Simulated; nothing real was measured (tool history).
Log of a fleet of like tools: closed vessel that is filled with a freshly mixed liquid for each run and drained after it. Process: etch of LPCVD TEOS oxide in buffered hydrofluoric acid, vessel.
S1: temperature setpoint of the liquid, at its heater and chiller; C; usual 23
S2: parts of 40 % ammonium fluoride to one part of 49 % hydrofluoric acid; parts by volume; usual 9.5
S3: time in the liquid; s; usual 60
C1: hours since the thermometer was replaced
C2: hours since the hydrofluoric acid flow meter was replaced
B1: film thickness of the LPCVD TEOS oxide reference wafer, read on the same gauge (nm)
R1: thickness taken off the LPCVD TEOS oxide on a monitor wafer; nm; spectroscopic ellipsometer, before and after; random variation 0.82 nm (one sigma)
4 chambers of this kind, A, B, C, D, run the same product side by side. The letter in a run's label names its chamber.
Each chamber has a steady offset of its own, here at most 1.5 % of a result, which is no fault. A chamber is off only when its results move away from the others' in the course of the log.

run   hour  S1    S2  S3      C1     C2      B1      R1
 1C    4.1  23   9.5  60   969.3  282.8  130.01  201.24
 2A    9.3  23   9.5  60   241.1  119.8  130.05  199.06
 3B   14.5  23   9.5  60  1444.8  525.4  130.01  199.69
 4D   19.5  23   9.5  60   815.2  213.1  130.02  197.86
 5D   22.4  23   9.5  60   818.1  216.0  129.99  198.18
 6A   28.0  23   9.5  60   259.8  138.5  130.03  199.01
 7B   31.4  23   9.5  60  1461.7  542.3  130.02  199.25
 8C   34.4  23   9.5  60   999.6  313.1  130.01  201.70
 9D   38.9  23   9.5  60   834.6  232.5  129.98  198.03
10A   43.2  23   9.5  60   275.0  153.7  129.99  199.49
11B   48.0  23   9.5  60  1478.3  558.9  130.01  200.38
12C   51.0  23   9.5  60  1016.2  329.7  130.02  202.47
13A   55.6  23   9.5  60   287.4  166.1  129.98  199.11
14B   60.2  23   9.5  60  1490.5  571.1  129.99  200.13
15C   64.2  23   9.5  60  1029.4  342.9  130.00  202.50
16D   67.7  23   9.5  60   863.4  261.3  130.05  199.35
17C   73.3  23   9.5  60  1038.5  352.0  130.03  203.62
18D   77.1  23   9.5  60   872.8  270.7  130.00  198.39
19A   81.2  23  12.5  85   313.0  191.7  130.00  219.26
20B   87.3  23  12.5  85  1517.6  598.2  129.97  220.76
21A   92.8  23  12.5  85   324.6  203.3  130.01  220.10
22B   95.8  23  12.5  85  1526.1  606.7  130.04  220.89
23D  100.5  23   9.5  60   896.2  294.1  129.98  200.93
24C  104.2  23   8.0  60  1069.4  382.9  130.00  238.25
25A  109.9  23   8.0  60   341.7  220.4  130.02  234.49
26C  113.9  23   8.0  60  1079.1  392.6  130.00  236.59
27D  117.7  23   8.0  60   913.4  311.3  129.97  238.71
28B  120.7  23   9.5  60  1551.0  631.6  129.97  201.04
29A  124.2  23   9.5  60   356.0  234.7  129.99  201.86
30D  127.7  23   9.5  60   923.4  321.3  130.02  204.29
31C  130.6  23   9.5  60  1095.8  409.3  129.97  202.37
32B  134.0  23   8.0  60  1564.3  644.9  130.02  233.80
33C  140.0  23   8.0  60  1105.2  418.7  130.02  236.80
34B  144.8  23   8.0  60  1575.1  655.7  129.95  235.88
35D  147.8  23   8.0  60   943.5  341.4  130.02  240.16
36A  150.7  23   9.5  60   382.5  261.2  129.97  200.59
37D  156.9  23   9.5  60   952.6  350.5  130.02  205.51
38B  162.9  23   9.5  60  1593.2  673.8  130.02  199.81
39C  166.3  23   9.5  60  1131.5  445.0  130.02  202.87
40A  171.5  23  12.5  90   403.3  282.0  129.99  231.24

Is one chamber off against the others, does the gauge drift, or is nothing wrong? If a chamber is off, say which, and what the likeliest cause is.

Chamber D drifts away from the others.
Cause: liquid hotter than its thermometer reads (K) = 0.751.
The log may not tell that from: hydrofluoric acid flow above the setpoint (%).

Here are 4 candidates for chamber D's next run, each the usual settings with a change, their results left as question marks. Which one brings its results back in line with what the others give on the usual settings?
In line means no further than this from the other chambers' mean on the usual settings: R1 2.90 nm
41D-1  176.0  22.0   9.5  60               ?
41D-2  176.0  24.0   9.5  60               ?
41D-3  176.0  23.0  10.0  60               ?
41D-4  176.0  23.5   9.5  60               ?

The other chambers' mean on the usual settings: R1 200.79 nm
  run      R1
41D-1  195.55
41D-2  218.47
41D-3  200.01
41D-4  212.50
41D-3 brings the chamber back in line.
